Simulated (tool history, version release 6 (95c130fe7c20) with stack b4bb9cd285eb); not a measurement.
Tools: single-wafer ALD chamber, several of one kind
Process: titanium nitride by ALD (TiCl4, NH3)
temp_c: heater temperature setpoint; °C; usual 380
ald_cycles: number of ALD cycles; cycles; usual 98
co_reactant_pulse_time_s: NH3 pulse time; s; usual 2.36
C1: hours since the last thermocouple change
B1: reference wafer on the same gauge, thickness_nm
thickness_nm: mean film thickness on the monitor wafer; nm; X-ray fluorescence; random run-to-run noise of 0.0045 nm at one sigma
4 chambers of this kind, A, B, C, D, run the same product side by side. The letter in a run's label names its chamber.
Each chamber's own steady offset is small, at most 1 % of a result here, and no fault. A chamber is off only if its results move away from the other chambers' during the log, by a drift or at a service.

{"run": "1C", "day": 0.533, "temp_c": 380, "ald_cycles": 98, "co_reactant_pulse_time_s": 2.36, "C1": 229.3, "B1": 2.4193, "thickness_nm": 2.1525}
{"run": "2D", "day": 0.829, "temp_c": 380, "ald_cycles": 98, "co_reactant_pulse_time_s": 2.36, "C1": 1542.7, "B1": 2.4205, "thickness_nm": 2.1408}
{"run": "3A", "day": 1.454, "temp_c": 380, "ald_cycles": 98, "co_reactant_pulse_time_s": 2.36, "C1": 805.5, "B1": 2.4194, "thickness_nm": 2.1492}
{"run": "4B", "day": 2.046, "temp_c": 380, "ald_cycles": 98, "co_reactant_pulse_time_s": 2.36, "C1": 684.0, "B1": 2.4195, "thickness_nm": 2.1429}
{"run": "5B", "day": 2.55, "temp_c": 387, "ald_cycles": 98, "co_reactant_pulse_time_s": 2.05, "C1": 696.1, "B1": 2.4199, "thickness_nm": 2.1312}
{"run": "6C", "day": 2.962, "temp_c": 387, "ald_cycles": 98, "co_reactant_pulse_time_s": 2.05, "C1": 287.6, "B1": 2.4194, "thickness_nm": 2.1504}
{"run": "7D", "day": 3.425, "temp_c": 387, "ald_cycles": 98, "co_reactant_pulse_time_s": 2.05, "C1": 1605.0, "B1": 2.4203, "thickness_nm": 2.1321}
{"run": "8A", "day": 3.933, "temp_c": 387, "ald_cycles": 98, "co_reactant_pulse_time_s": 2.05, "C1": 865.0, "B1": 2.4192, "thickness_nm": 2.1502}
{"run": "9B", "day": 4.525, "temp_c": 380, "ald_cycles": 98, "co_reactant_pulse_time_s": 2.36, "C1": 743.5, "B1": 2.4194, "thickness_nm": 2.1302}
{"run": "10C", "day": 4.808, "temp_c": 385, "ald_cycles": 98, "co_reactant_pulse_time_s": 1.95, "C1": 331.9, "B1": 2.4198, "thickness_nm": 2.153}
{"run": "11D", "day": 5.167, "temp_c": 385, "ald_cycles": 98, "co_reactant_pulse_time_s": 1.95, "C1": 1646.8, "B1": 2.4201, "thickness_nm": 2.1236}
{"run": "12A", "day": 5.592, "temp_c": 385, "ald_cycles": 98, "co_reactant_pulse_time_s": 1.95, "C1": 904.8, "B1": 2.4205, "thickness_nm": 2.1376}
{"run": "13D", "day": 5.95, "temp_c": 385, "ald_cycles": 98, "co_reactant_pulse_time_s": 1.95, "C1": 1665.6, "B1": 2.4209, "thickness_nm": 2.1243}
{"run": "14A", "day": 6.371, "temp_c": 380, "ald_cycles": 98, "co_reactant_pulse_time_s": 2.36, "C1": 923.5, "B1": 2.4198, "thickness_nm": 2.1565}
{"run": "15C", "day": 6.775, "temp_c": 380, "ald_cycles": 98, "co_reactant_pulse_time_s": 2.36, "C1": 379.1, "B1": 2.4191, "thickness_nm": 2.1647}
{"run": "16B", "day": 7.333, "temp_c": 380, "ald_cycles": 98, "co_reactant_pulse_time_s": 2.36, "C1": 810.9, "B1": 2.4208, "thickness_nm": 2.1304}
{"run": "17C", "day": 7.908, "temp_c": 380, "ald_cycles": 98, "co_reactant_pulse_time_s": 2.36, "C1": 406.3, "B1": 2.4193, "thickness_nm": 2.1624}
{"run": "18B", "day": 8.267, "temp_c": 380, "ald_cycles": 98, "co_reactant_pulse_time_s": 2.36, "C1": 833.3, "B1": 2.4194, "thickness_nm": 2.1391}
{"run": "19D", "day": 8.6, "temp_c": 380, "ald_cycles": 98, "co_reactant_pulse_time_s": 2.36, "C1": 1729.2, "B1": 2.4193, "thickness_nm": 2.1385}
{"run": "20A", "day": 9.058, "temp_c": 380, "ald_cycles": 98, "co_reactant_pulse_time_s": 2.36, "C1": 988.0, "B1": 2.4197, "thickness_nm": 2.1501}
{"run": "21C", "day": 9.388, "temp_c": 380, "ald_cycles": 87, "co_reactant_pulse_time_s": 1.79, "C1": 441.8, "B1": 2.4202, "thickness_nm": 1.8879}
{"run": "22A", "day": 9.796, "temp_c": 380, "ald_cycles": 87, "co_reactant_pulse_time_s": 1.79, "C1": 1005.7, "B1": 2.4185, "thickness_nm": 1.8768}
{"run": "23D", "day": 10.167, "temp_c": 380, "ald_cycles": 87, "co_reactant_pulse_time_s": 1.79, "C1": 1766.8, "B1": 2.4204, "thickness_nm": 1.8656}
{"run": "24B", "day": 10.504, "temp_c": 380, "ald_cycles": 87, "co_reactant_pulse_time_s": 1.79, "C1": 887.0, "B1": 2.42, "thickness_nm": 1.8637}
{"run": "25A", "day": 10.879, "temp_c": 380, "ald_cycles": 98, "co_reactant_pulse_time_s": 2.36, "C1": 1031.7, "B1": 2.4189, "thickness_nm": 2.1524}
{"run": "26C", "day": 11.45, "temp_c": 380, "ald_cycles": 98, "co_reactant_pulse_time_s": 2.36, "C1": 491.3, "B1": 2.4188, "thickness_nm": 2.1568}

What goes on in this fleet: one chamber off, a drifting gauge, or nothing beyond the chambers' own small offsets? Name the chamber and the cause, if any.

The fleet is healthy, with each chamber sitting at its usual small offset and no drift in the gauge.
